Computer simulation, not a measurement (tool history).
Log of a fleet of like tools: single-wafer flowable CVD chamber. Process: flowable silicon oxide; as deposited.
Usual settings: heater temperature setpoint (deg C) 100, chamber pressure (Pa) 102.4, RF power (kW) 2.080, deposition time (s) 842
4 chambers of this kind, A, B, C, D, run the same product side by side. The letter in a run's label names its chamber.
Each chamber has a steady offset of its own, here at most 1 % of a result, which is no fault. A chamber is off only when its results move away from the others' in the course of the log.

run,hour,heater temperature setpoint (deg C),chamber pressure (Pa),RF power (kW),deposition time (s),"read-back reference wafer on the same gauge, thickness_nm",mean film thickness on the monitor wafer (Å)
1C,5.1,100,102.4,2.080,842,511.35,4904.1
2A,9.9,100,102.4,2.080,842,511.24,4959.5
3B,16.4,100,102.4,2.080,842,511.01,4856.6
4D,23.6,100,102.4,2.080,842,512.07,4933.5
5C,29.1,90,102.4,2.080,842,511.09,6833.1
6B,35.4,90,102.4,2.080,842,510.89,6778.5
7D,43.2,90,102.4,2.080,842,511.13,6853.8
8A,49.6,90,102.4,2.080,842,511.02,6835.3
9B,55.1,100,94.8,2.080,842,510.79,4373.9
10D,62.5,100,94.8,2.080,842,511.20,4457.0
# hour 65.9: chamber A: thermocouple changed; heater temperature recalibrated
11C,70.8,100,94.8,2.080,842,510.51,4418.9
12A,75.4,100,94.8,2.080,842,511.83,4452.2
13C,81.6,100,102.4,2.080,842,511.32,4974.5
14A,88.1,100,102.4,2.080,842,510.66,4874.9
15D,92.6,100,102.4,2.080,842,510.65,4902.1
16B,97.3,100,102.4,2.080,842,511.07,4807.2
17B,101.2,100,102.4,2.080,842,510.96,4879.1
# hour 106.7: chamber B: thermocouple changed; heater temperature recalibrated
18C,109.2,100,102.4,2.080,842,511.30,4927.2
19A,113.4,100,102.4,2.080,842,510.53,4903.3
20D,121.7,100,102.4,2.080,842,511.17,4883.8
21D,126.4,100,118.0,1.885,842,511.42,5822.3
22C,133.3,100,118.0,1.885,842,511.62,5787.5
23B,141.6,100,118.0,1.885,842,510.83,5574.4
24A,148.4,100,118.0,1.885,842,511.10,5769.1
25C,155.2,100,102.4,2.080,842,511.65,4920.9
26A,161.7,100,102.4,2.080,842,511.19,4923.4
27D,166.3,100,102.4,1.825,842,510.80,4787.3
28B,169.9,100,102.4,1.825,842,510.84,4545.6
29C,178.4,100,102.4,1.825,842,510.78,4814.9
30D,185.1,100,102.4,1.825,842,511.11,4788.8
31A,191.0,100,102.4,2.080,842,511.82,4898.6
32B,195.9,100,102.4,2.080,842,511.76,4684.4
33B,203.8,100,102.4,2.080,842,511.22,4690.0
34A,208.3,100,102.4,2.080,842,510.56,4900.3

Is one chamber off against the others, does the gauge drift, or is nothing wrong? If a chamber is off, say which, and what the likeliest cause is.

A service left chamber B off against the others.
Cause: wafer temperature above the value expected at the setpoint (K) = 0.891.

Here are 4 candidates for chamber B's next run, each the usual settings with a change, their results left as question marks. Which one brings its results back in line with what the others give on the usual settings?
In line means no further than this from the other chambers' mean on the usual settings: mean film thickness on the monitor wafer (Å) 86.0
35B-1,214.4,98,104.5,2.080,842,,?
35B-2,214.4,100,102.4,1.760,842,,?
35B-3,214.4,100,102.4,2.080,768,,?
35B-4,214.4,100,102.4,2.080,879,,?

The other chambers' mean on the usual settings: mean film thickness on the monitor wafer (Å) 4919.2
run,mean film thickness on the monitor wafer (Å)
35B-1,5172.1
35B-2,4530.7
35B-3,4292.7
35B-4,4913.1
35B-4 brings the chamber back in line.
